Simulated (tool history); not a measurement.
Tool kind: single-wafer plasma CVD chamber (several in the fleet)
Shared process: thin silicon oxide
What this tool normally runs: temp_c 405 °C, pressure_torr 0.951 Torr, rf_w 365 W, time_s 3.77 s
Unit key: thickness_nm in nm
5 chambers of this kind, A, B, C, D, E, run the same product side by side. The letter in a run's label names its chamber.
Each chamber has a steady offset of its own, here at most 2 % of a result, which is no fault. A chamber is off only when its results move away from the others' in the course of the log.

run   hour  temp_c  pressure_torr  rf_w  time_s  read-back reference wafer on the same gauge, thickness_nm  thickness_nm
 1C    4.6     405          0.951   365    3.77                                                     7.3495        8.7567
 2B    9.4     405          0.951   365    3.77                                                     7.3580        8.7386
 3E   14.2     405          0.951   365    3.77                                                     7.3566        8.7139
 4D   18.7     405          0.951   365    3.77                                                     7.3564        8.5084
 5A   24.3     405          0.951   365    3.77                                                     7.3434        8.6370
 6C   27.5     396          0.951   410    3.77                                                     7.3487        9.1629
 7D   31.1     396          0.951   410    3.77                                                     7.3485        8.9072
 8E   34.1     396          0.951   410    3.77                                                     7.3497        9.1062
 9A   38.1     396          0.951   410    3.77                                                     7.3515        9.1631
10B   43.9     396          0.951   410    3.77                                                     7.3492        9.1082
11B   49.8     405          0.951   365    3.77                                                     7.3446        8.6527
12D   53.2     405          0.951   365    3.77                                                     7.3427        8.5443
13E   58.5     405          0.951   365    3.77                                                     7.3480        8.7110
14C   62.7     405          0.951   365    3.77                                                     7.3427        8.8140
15A   67.0     405          0.951   365    3.77                                                     7.3531        8.6624
16E   73.1     405          0.951   365    3.77                                                     7.3525        8.5725
17A   76.7     405          0.951   365    3.77                                                     7.3480        8.6795
18C   82.9     405          0.734   365    3.77                                                     7.3428        6.9137
19D   88.0     405          0.734   365    3.77                                                     7.3423        6.7283
20B   92.3     405          0.734   365    3.77                                                     7.3471        6.9311
21D   96.1     405          0.734   365    3.77                                                     7.3533        6.7423
22E  100.9     405          0.734   365    3.77                                                     7.3497        6.7784
23C  106.8     405          0.951   365    3.77                                                     7.3440        8.7272
24B  112.7     405          0.951   365    3.77                                                     7.3545        8.7280
25A  117.7     405          0.951   365    3.77                                                     7.3564        8.5500
26B  121.3     405          0.951   365    3.77                                                     7.3512        8.6736
27D  125.1     405          0.951   365    3.77                                                     7.3591        8.4664
28E  129.7     405          0.951   365    3.77                                                     7.3502        8.5869
29A  133.7     405          0.951   365    3.77                                                     7.3537        8.4963
30C  139.1     405          0.951   365    3.10                                                     7.3511        7.1932
31A  143.1     405          0.951   365    3.10                                                     7.3478        6.9692
32E  146.8     405          0.951   365    3.10                                                     7.3526        7.0732
33C  150.3     405          0.951   365    3.10                                                     7.3559        7.1686
34B  154.8     405          0.951   365    3.10                                                     7.3483        7.1699
35D  158.4     405          0.951   295    3.77                                                     7.3511        7.7974
36E  163.1     405          0.951   295    3.77                                                     7.3541        7.9030
37B  168.5     405          0.951   295    3.77                                                     7.3515        7.9523
38C  171.4     405          0.951   295    3.77                                                     7.3431        8.0262
39D  174.5     405          0.951   295    3.77                                                     7.3497        7.7618
40A  177.9     405          0.951   365    3.77                                                     7.3486        8.3860
41E  184.2     405          0.951   365    3.77                                                     7.3557        8.5653
42B  187.7     405          0.951   365    3.77                                                     7.3509        8.6874
43A  193.8     405          0.951   365    3.77                                                     7.3454        8.3663
44C  200.1     405          0.951   365    3.77                                                     7.3477        8.7184

Next, every chamber runs the same settings. What will each give?
45A  204.7     405          0.951   365    4.34                                                                        ?
45B  204.7     405          0.951   365    4.34                                                                        ?
45C  204.7     405          0.951   365    4.34                                                                        ?
45D  204.7     405          0.951   365    4.34                                                                        ?
45E  204.7     405          0.951   365    4.34                                                                        ?

run  thickness_nm
45A        9.5032
45B       10.0050
45C       10.0450
45D        9.7243
45E       10.0010

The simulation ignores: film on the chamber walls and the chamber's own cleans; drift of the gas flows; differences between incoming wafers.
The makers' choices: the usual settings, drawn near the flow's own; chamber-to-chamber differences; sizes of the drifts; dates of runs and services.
